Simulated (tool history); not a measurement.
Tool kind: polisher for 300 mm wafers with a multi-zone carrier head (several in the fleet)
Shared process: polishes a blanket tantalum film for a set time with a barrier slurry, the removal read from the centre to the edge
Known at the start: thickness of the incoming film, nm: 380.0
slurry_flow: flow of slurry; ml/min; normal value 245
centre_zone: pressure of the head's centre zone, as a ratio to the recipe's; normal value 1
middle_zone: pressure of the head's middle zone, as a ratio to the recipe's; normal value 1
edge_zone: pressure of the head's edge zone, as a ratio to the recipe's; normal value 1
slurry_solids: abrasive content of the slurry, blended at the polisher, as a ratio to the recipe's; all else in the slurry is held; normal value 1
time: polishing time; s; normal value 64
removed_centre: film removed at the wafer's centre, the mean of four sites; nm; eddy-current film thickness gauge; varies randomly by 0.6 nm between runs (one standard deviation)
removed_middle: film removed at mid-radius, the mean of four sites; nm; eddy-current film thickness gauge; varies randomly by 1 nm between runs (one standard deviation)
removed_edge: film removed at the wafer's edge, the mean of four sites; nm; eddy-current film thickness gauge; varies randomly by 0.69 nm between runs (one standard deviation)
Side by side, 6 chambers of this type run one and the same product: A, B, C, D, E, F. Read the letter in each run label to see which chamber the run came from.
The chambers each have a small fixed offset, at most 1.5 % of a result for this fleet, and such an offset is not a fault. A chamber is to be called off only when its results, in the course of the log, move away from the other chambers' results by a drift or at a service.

run   hour  slurry_flow  centre_zone  middle_zone  edge_zone  slurry_solids  time  removed_centre  removed_middle  removed_edge
 1E   13.2          245            1            1          1              1    64          72.683          71.505        73.396
      20.6  -- chamber F: worn pad replaced by a new one
 2B   24.6          245            1            1          1              1    64          72.451          73.078        74.717
      36.3  -- chamber B: worn pad replaced by a new one
 3F   37.6          245            1            1          1              1    64           73.45          73.917        71.766
        43  -- chamber E: worn pad replaced by a new one
 4C   48.8          245            1            1          1              1    64          71.891          74.429        72.663
      53.2  -- chamber B: centre zone pressure recalibrated
 5A   57.3          245            1            1          1              1    64          73.041          71.984        73.748
 6D   64.5          245            1            1          1              1    64           71.49            73.2        71.563
      67.3  -- chamber D: worn pad replaced by a new one
 7A   76.1          245            1            1          1              1    64          71.805          72.874        72.185
      79.6  -- chamber C: worn pad replaced by a new one
 8F   84.3          245         0.94          1.1          1              1    64          68.896          80.725        72.898
        91  -- chamber E: slurry nozzle cleaned
 9E   93.3          245         0.94          1.1          1              1    64          68.598          79.047        72.667
10D  102.8          245         0.94          1.1          1              1    64          67.593          79.591        73.213
11C  110.8          245         0.94          1.1          1              1    64          68.575          77.942        73.018
       114  -- chamber B: worn pad replaced by a new one
12B  119.6          245         0.94          1.1          1              1    64          68.538          78.263        72.593
     122.5  -- chamber E: worn pad replaced by a new one
     129.1  -- chamber F: worn pad replaced by a new one
13B  131.7          245         0.94          1.1          1              1    64          67.824          80.096        73.247
14D  144.4          245            1            1        0.9              1    78           87.11          88.718        85.363
       155  -- chamber C: worn pad replaced by a new one
     156.5  -- chamber F: edge zone pressure recalibrated
15F  157.3          245            1            1        0.9              1    78          88.604          89.067        84.654
16E  163.6          245            1            1        0.9              1    78          88.787          87.848        84.481
17A  175.2          245            1            1        0.9              1    78          87.815          87.947        83.556
     180.2  -- chamber D: worn pad replaced by a new one
     185.2  -- chamber C: edge zone pressure recalibrated
18C  186.2          245            1            1        0.9              1    78          88.262           90.29        84.552
     190.7  -- chamber E: worn pad replaced by a new one
19C  195.1          245            1            1        0.9              1    78          89.161          90.396         84.65
     204.1  -- chamber B: worn pad replaced by a new one
20D  204.5          245            1            1          1              1    64          72.176          74.383        72.152
21B    213          245            1            1          1              1    64          73.131           71.36        75.249
22E  220.8          245            1            1          1              1    64          74.007          71.472        72.415
23A  228.8          245            1            1       0.94           0.85    64          66.583          68.219        65.563
       229  -- chamber D: slurry nozzle cleaned
     234.8  -- chamber B: edge zone pressure recalibrated
24F  238.2          245            1            1       0.94           0.85    64              70          69.497        67.529
     240.5  -- chamber C: worn pad replaced by a new one
     242.6  -- chamber F: worn pad replaced by a new one
25A  246.1          245            1            1       0.94           0.85    64          65.233          67.423        65.337
26D  255.2          245            1            1       0.94           0.85    64          69.802          68.992        67.227
27B  266.3          245            1            1       0.94           0.85    64          69.507          70.208        68.435
     271.5  -- chamber E: worn pad replaced by a new one
     278.5  -- chamber A: slurry nozzle cleaned
28E  279.9          245            1            1       0.94           0.85    64           70.48          69.648        67.746
       288  -- chamber B: worn pad replaced by a new one
29F  291.4          245            1            1          1              1    64          73.947          72.743        72.096
       294  -- chamber D: worn pad replaced by a new one
30C  299.1          245            1            1          1           1.25    64          76.962          76.621        77.426
     306.3  -- chamber F: slurry nozzle cleaned
31F  312.8          245            1            1          1           1.25    64          78.365          77.623        76.773
32A  326.7          245            1            1          1           1.25    64          73.008          71.452        74.384
     330.4  -- chamber C: worn pad replaced by a new one
33B  333.4          245            1            1          1           1.25    64          77.327          77.535        79.042
34D  342.5          245            1            1          1           1.25    64          76.117           77.52        75.467
     346.8  -- chamber E: worn pad replaced by a new one
     350.5  -- chamber C: centre zone pressure recalibrated
35C  353.6          245            1            1          1           1.25    64          77.448          78.061         79.52
36E  366.5          245            1            1          1              1    64          73.531          74.009        73.626
37C  380.1          245            1            1          1              1    64          71.909           72.04        73.507
38E  386.8          245            1            1       1.05              1    64          72.643          71.918        75.556
39A  393.3          245            1            1       1.05              1    64          67.614          68.941        70.098

One chamber off, gauge drift, or nothing amiss beyond the chambers' own small offsets? If it is a chamber, which one, and what is the likeliest cause?

Chamber A drifts away from the others.
Most likely cause: removal rate lost through wear of the pad, % = 7.32.

Chamber A could run next with any of the 4 candidate recipes listed below; each alters the usual settings, and their results appear as question marks. Which one brings its results back in line with what the other chambers deliver on the usual settings?
Maximum distance from the other chambers' mean on the usual settings for a result to count as in line: removed_centre 2.1 nm; removed_middle 3.5 nm; removed_edge 2.4 nm
40A-1  403.2          245            1            1          1              1    60               ?               ?             ?
40A-2  403.2          245            1            1          1              1    68               ?               ?             ?
40A-3  403.2          250         1.01         0.99       1.01           1.05    71               ?               ?             ?
40A-4  403.2          240            1            1       0.99              1    57               ?               ?             ?

Mean of the other chambers on the usual settings: removed_centre 72.614 nm; removed_middle 72.525 nm; removed_edge 72.886 nm
  run  removed_centre  removed_middle  removed_edge
40A-1           63.37          63.416        63.554
40A-2          71.819          71.871        72.028
40A-3          77.036          75.542        76.786
40A-4          60.036          60.097         59.95
40A-2 is the one that brings the chamber's results back in line with the other chambers.
